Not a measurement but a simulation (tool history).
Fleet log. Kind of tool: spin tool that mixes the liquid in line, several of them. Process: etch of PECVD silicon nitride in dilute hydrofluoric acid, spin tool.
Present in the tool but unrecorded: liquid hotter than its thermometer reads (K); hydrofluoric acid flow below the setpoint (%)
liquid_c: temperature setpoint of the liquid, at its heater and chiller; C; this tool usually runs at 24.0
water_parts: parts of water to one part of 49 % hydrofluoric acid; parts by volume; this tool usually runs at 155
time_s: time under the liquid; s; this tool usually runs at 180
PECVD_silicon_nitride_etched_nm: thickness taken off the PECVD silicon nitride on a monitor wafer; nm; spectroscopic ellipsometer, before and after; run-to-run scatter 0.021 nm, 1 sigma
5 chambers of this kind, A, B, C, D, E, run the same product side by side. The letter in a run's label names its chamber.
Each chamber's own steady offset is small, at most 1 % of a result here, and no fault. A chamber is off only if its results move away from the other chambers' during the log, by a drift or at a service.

run   hour  liquid_c  water_parts  time_s  hours since the thermometer was replaced  hours since the hydrofluoric acid flow meter was replaced  read-back film thickness of the PECVD silicon nitride reference wafer, read on the same gauge (nm)  PECVD_silicon_nitride_etched_nm
 1A    5.8      24.0          155     180                                    1194.7                                                      942.0                                                                                              90.010                           2.1970
 2E   11.0      24.0          155     180                                     181.2                                                      932.6                                                                                              90.005                           2.1753
 3B   20.8      24.0          155     180                                     386.0                                                      508.0                                                                                              89.988                           2.1270
 4C   27.0      24.0          155     180                                    1947.6                                                      438.6                                                                                              90.027                           2.1569
 5D   33.3      26.0          155     120                                     232.8                                                     1105.6                                                                                              90.016                           1.6310
 6A   40.6      26.0          155     120                                    1229.5                                                      976.8                                                                                              89.990                           1.6313
 7D   48.1      26.0          155     120                                     247.6                                                     1120.4                                                                                              89.974                           1.6461
 8B   57.9      26.0          155     120                                     423.1                                                      545.1                                                                                              89.998                           1.5967
 9C   63.4      26.0          155     120                                    1984.0                                                      475.0                                                                                              89.994                           1.6460
10E   73.1      24.0          155     180                                     243.3                                                      994.7                                                                                              89.967                           2.1840
11E   80.8      24.0          155     180                                     251.0                                                     1002.4                                                                                              90.000                           2.1897
12A   85.8      24.0          155     180                                    1274.7                                                     1022.0                                                                                              89.985                           2.1910
13D   91.2      24.0          155     180                                     290.7                                                     1163.5                                                                                              90.015                           2.1687
14B   99.3      24.0          100     180                                     464.5                                                      586.5                                                                                              90.020                           3.2870
15C  104.5      24.0          100     180                                    2025.1                                                      516.1                                                                                              89.985                           3.3273
16D  110.9      24.0          100     180                                     310.4                                                     1183.2                                                                                              89.984                           3.4167
17E  118.1      24.0          100     180                                     288.3                                                     1039.7                                                                                              89.985                           3.3246
18C  124.5      24.0          100     180                                    2045.1                                                      536.1                                                                                              89.982                           3.2254
19B  134.8      24.0          155     180                                     500.0                                                      622.0                                                                                              89.987                           2.1228
20A  144.8      24.0          155     180                                    1333.7                                                     1081.0                                                                                              90.001                           2.1598
21D  151.1      24.0          155     180                                     350.6                                                     1223.4                                                                                              90.002                           2.1870
22B  159.1      24.0          155     180                                     524.3                                                      646.3                                                                                              90.002                           2.1439
23C  167.8      24.0          155     180                                    2088.4                                                      579.4                                                                                              89.986                           2.1583
24A  173.9      24.0          155     180                                    1362.8                                                     1110.1                                                                                              89.986                           2.1735
     180.7  -- chamber D: hydrofluoric acid flow meter replaced
25E  181.7      24.0          155     180                                     351.9                                                     1103.3                                                                                              89.988                           2.1687
26D  186.4      24.0          155     180                                     385.9                                                        5.7                                                                                              90.005                           2.1658
27C  191.3      24.0          155     180                                    2111.9                                                      602.9                                                                                              90.027                           2.1432
28B  200.7      24.0          155      95                                     565.9                                                      687.9                                                                                              89.990                           1.1235
29A  209.7      24.0          155      95                                    1398.6                                                     1145.9                                                                                              89.992                           1.1329
30E  218.9      24.0          155      95                                     389.1                                                     1140.5                                                                                              90.010                           1.1459
31D  225.8      24.0          155      95                                     425.3                                                       45.1                                                                                              89.992                           1.1536
32A  231.7      24.0          155      95                                    1420.6                                                     1167.9                                                                                              89.998                           1.1359
33E  237.9      24.0          155     180                                     408.1                                                     1159.5                                                                                              90.013                           2.1677
34C  246.6      24.0          155     180                                    2167.2                                                      658.2                                                                                              90.015                           2.1891
35B  255.9      20.5          155     180                                     621.1                                                      743.1                                                                                              90.002                           1.7086
36D  266.6      20.5          155     180                                     466.1                                                       85.9                                                                                              90.003                           1.7136
37E  274.4      20.5          155     180                                     444.6                                                     1196.0                                                                                              90.047                           1.7466
38C  282.7      20.5          155     180                                    2203.3                                                      694.3                                                                                              89.990                           1.7140
     284.9  -- chamber E: hydrofluoric acid flow meter replaced
39B  289.3      20.5          155     180                                     654.5                                                      776.5                                                                                              89.990                           1.7008
40A  294.4      24.0          155     180                                    1483.3                                                     1230.6                                                                                              90.016                           2.1581
41E  299.1      24.0          155     180                                     469.3                                                       14.3                                                                                              89.978                           2.1539
42A  306.9      24.0          155     180                                    1495.8                                                     1243.1                                                                                              89.997                           2.1716

Is one chamber off against the others, does the gauge drift, or is nothing wrong? If a chamber is off, say which, and what the likeliest cause is.

The fleet is healthy, with each chamber sitting at its usual small offset and no drift in the gauge.
